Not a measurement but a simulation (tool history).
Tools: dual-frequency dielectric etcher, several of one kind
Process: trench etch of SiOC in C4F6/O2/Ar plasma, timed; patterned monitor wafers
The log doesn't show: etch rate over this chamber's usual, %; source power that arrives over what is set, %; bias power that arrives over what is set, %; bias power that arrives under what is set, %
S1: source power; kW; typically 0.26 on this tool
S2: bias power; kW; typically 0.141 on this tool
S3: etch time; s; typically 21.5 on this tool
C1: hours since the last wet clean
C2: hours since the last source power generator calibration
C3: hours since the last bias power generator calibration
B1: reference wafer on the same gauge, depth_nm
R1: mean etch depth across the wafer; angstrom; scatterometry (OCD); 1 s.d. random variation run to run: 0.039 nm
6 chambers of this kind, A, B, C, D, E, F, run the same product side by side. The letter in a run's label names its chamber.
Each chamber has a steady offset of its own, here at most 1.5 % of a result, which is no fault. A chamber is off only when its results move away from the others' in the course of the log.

Run 1B, day 0.338: usual settings; C1 303.9; C2 75.4; C3 1652; B1 35.496. Result: R1 351.43 angstrom.
Run 2F, day 0.696: usual settings; C1 242.3; C2 1159; C3 991.4; B1 35.501. Result: R1 351.85 angstrom.
Run 3D, day 0.933: usual settings; C1 299.7; C2 257.5; C3 1142; B1 35.514. Result: R1 345.62 angstrom.
At day 1.229: chamber D: wet clean of the chamber.
Run 4A, day 1.296: usual settings; C1 49.3; C2 1160.8; C3 2570.7; B1 35.521. Result: R1 351.51 angstrom.
Run 5E, day 1.717: usual settings; C1 260.6; C2 2428; C3 711.4; B1 35.522. Result: R1 352.11 angstrom.
Run 6C, day 2.092: usual settings; C1 409.9; C2 167.6; C3 790; B1 35.524. Result: R1 351.64 angstrom.
Run 7C, day 2.446: usual settings; C1 418.4; C2 176.1; C3 798.5; B1 35.529. Result: R1 350.86 angstrom.
Run 8B, day 2.679: usual settings; C1 360.1; C2 131.6; C3 1708.2; B1 35.53. Result: R1 351.47 angstrom.
Run 9E, day 2.975: usual settings; C1 290.8; C2 2458.2; C3 741.6; B1 35.534. Result: R1 353.02 angstrom.
Run 10F, day 3.383: usual settings but S3 16.5 s; C1 306.8; C2 1223.5; C3 1055.9; B1 35.543. Result: R1 270.23 angstrom.
Run 11D, day 3.604: usual settings but S3 16.5 s; C1 57; C2 321.6; C3 1206.1; B1 35.548. Result: R1 265.05 angstrom.
Run 12A, day 4.004: usual settings but S3 16.5 s; C1 114.3; C2 1225.8; C3 2635.7; B1 35.543. Result: R1 269.63 angstrom.
Run 13E, day 4.45: usual settings but S3 16.5 s; C1 326.2; C2 2493.6; C3 777; B1 35.552. Result: R1 270.61 angstrom.
Run 14F, day 4.879: usual settings but S3 16.5 s; C1 342.7; C2 1259.4; C3 1091.8; B1 35.551. Result: R1 269.99 angstrom.
Run 15D, day 5.262: usual settings but S3 16.5 s; C1 96.8; C2 361.4; C3 1245.9; B1 35.55. Result: R1 265.77 angstrom.
Run 16C, day 5.679: usual settings; C1 496; C2 253.7; C3 876.1; B1 35.557. Result: R1 351.54 angstrom.
At day 5.958: chamber B: wet clean of the chamber.
Run 17A, day 5.996: usual settings but S3 17.5 s; C1 162.1; C2 1273.6; C3 2683.5; B1 35.56. Result: R1 286.4 angstrom.
Run 18B, day 6.471: usual settings but S3 17.5 s; C1 12.3; C2 222.6; C3 1799.2; B1 35.571. Result: R1 285.98 angstrom.
Run 19A, day 6.9: usual settings but S3 17.5 s; C1 183.8; C2 1295.3; C3 2705.2; B1 35.58. Result: R1 285.89 angstrom.
Run 20F, day 7.192: usual settings but S3 17.5 s; C1 398.2; C2 1314.9; C3 1147.3; B1 35.565. Result: R1 287.35 angstrom.
Run 21D, day 7.546: usual settings but S3 17.5 s; C1 151.6; C2 416.2; C3 1300.7; B1 35.575. Result: R1 281.28 angstrom.
Run 22B, day 7.788: usual settings but S3 17.5 s; C1 43.9; C2 254.2; C3 1830.8; B1 35.583. Result: R1 286.48 angstrom.
At day 8.171: chamber C: wet clean of the chamber.
Run 23E, day 8.171: usual settings; C1 415.5; C2 2582.9; C3 866.3; B1 35.585. Result: R1 353.19 angstrom.
Run 24C, day 8.446: usual settings; C1 6.7; C2 320.1; C3 942.5; B1 35.589. Result: R1 352.26 angstrom.
Run 25B, day 8.829: usual settings but S1 0.23 kW, S2 0.166 kW; C1 68.9; C2 279.2; C3 1855.8; B1 35.584. Result: R1 354.34 angstrom.
Run 26C, day 9.167: usual settings but S1 0.23 kW, S2 0.166 kW; C1 24; C2 337.4; C3 959.8; B1 35.605. Result: R1 353.31 angstrom.
Run 27D, day 9.417: usual settings but S1 0.23 kW, S2 0.166 kW; C1 196.5; C2 461.1; C3 1345.6; B1 35.597. Result: R1 347.62 angstrom.
Run 28E, day 9.646: usual settings but S1 0.23 kW, S2 0.166 kW; C1 450.9; C2 2618.3; C3 901.7; B1 35.604. Result: R1 354.86 angstrom.
Run 29A, day 9.946: usual settings but S1 0.23 kW, S2 0.166 kW; C1 256.9; C2 1368.4; C3 2778.3; B1 35.596. Result: R1 353.52 angstrom.
Run 30F, day 10.225: usual settings but S1 0.23 kW, S2 0.166 kW; C1 471; C2 1387.7; C3 1220.1; B1 35.606. Result: R1 353.98 angstrom.
Run 31F, day 10.65: usual settings; C1 481.2; C2 1397.9; C3 1230.3; B1 35.615. Result: R1 352.84 angstrom.
Run 32E, day 11.117: usual settings; C1 486.2; C2 2653.6; C3 937; B1 35.614. Result: R1 353.2 angstrom.
Run 33B, day 11.354: usual settings; C1 129.5; C2 339.8; C3 1916.4; B1 35.617. Result: R1 351.85 angstrom.
Run 34D, day 11.808: usual settings; C1 253.9; C2 518.5; C3 1403; B1 35.623. Result: R1 346.68 angstrom.
Run 35C, day 12.196: usual settings; C1 96.7; C2 410.1; C3 1032.5; B1 35.631. Result: R1 352.1 angstrom.
Run 36A, day 12.638: usual settings; C1 321.5; C2 1433; C3 2842.9; B1 35.636. Result: R1 352.47 angstrom.
Run 37B, day 12.954: usual settings; C1 167.9; C2 378.2; C3 1954.8; B1 35.634. Result: R1 352.89 angstrom.
Run 38D, day 13.267: usual settings but S1 0.3 kW, S3 15.5 s; C1 288.9; C2 553.5; C3 1438; B1 35.641. Result: R1 264.12 angstrom.
Run 39C, day 13.733: usual settings but S1 0.3 kW, S3 15.5 s; C1 133.6; C2 447; C3 1069.4; B1 35.636. Result: R1 268.82 angstrom.
Run 40E, day 14.046: usual settings but S1 0.3 kW, S3 15.5 s; C1 556.5; C2 2723.9; C3 1007.3; B1 35.644. Result: R1 269.77 angstrom.
Run 41F, day 14.292: usual settings but S1 0.3 kW, S3 15.5 s; C1 568.6; C2 1485.3; C3 1317.7; B1 35.642. Result: R1 269.36 angstrom.
At day 14.521: chamber E: wet clean of the chamber.
Run 42A, day 14.6: usual settings but S1 0.3 kW, S3 15.5 s; C1 368.6; C2 1480.1; C3 2890; B1 35.653. Result: R1 269.21 angstrom.
Run 43E, day 14.896: usual settings but S1 0.3 kW, S3 15.5 s; C1 9.1; C2 2744.3; C3 1027.7; B1 35.659. Result: R1 269.81 angstrom.

Each of the 6 chambers runs these same settings next. Fill in every chamber's results:
Run 44A, day 15.238: usual settings. Result: R1 ?.
Run 44B, day 15.238: usual settings. Result: R1 ?.
Run 44C, day 15.238: usual settings. Result: R1 ?.
Run 44D, day 15.238: usual settings. Result: R1 ?.
Run 44E, day 15.238: usual settings. Result: R1 ?.
Run 44F, day 15.238: usual settings. Result: R1 ?.

run      R1
44A  352.64
44B  353.18
44C  351.88
44D  346.81
44E  354.01
44F  353.53
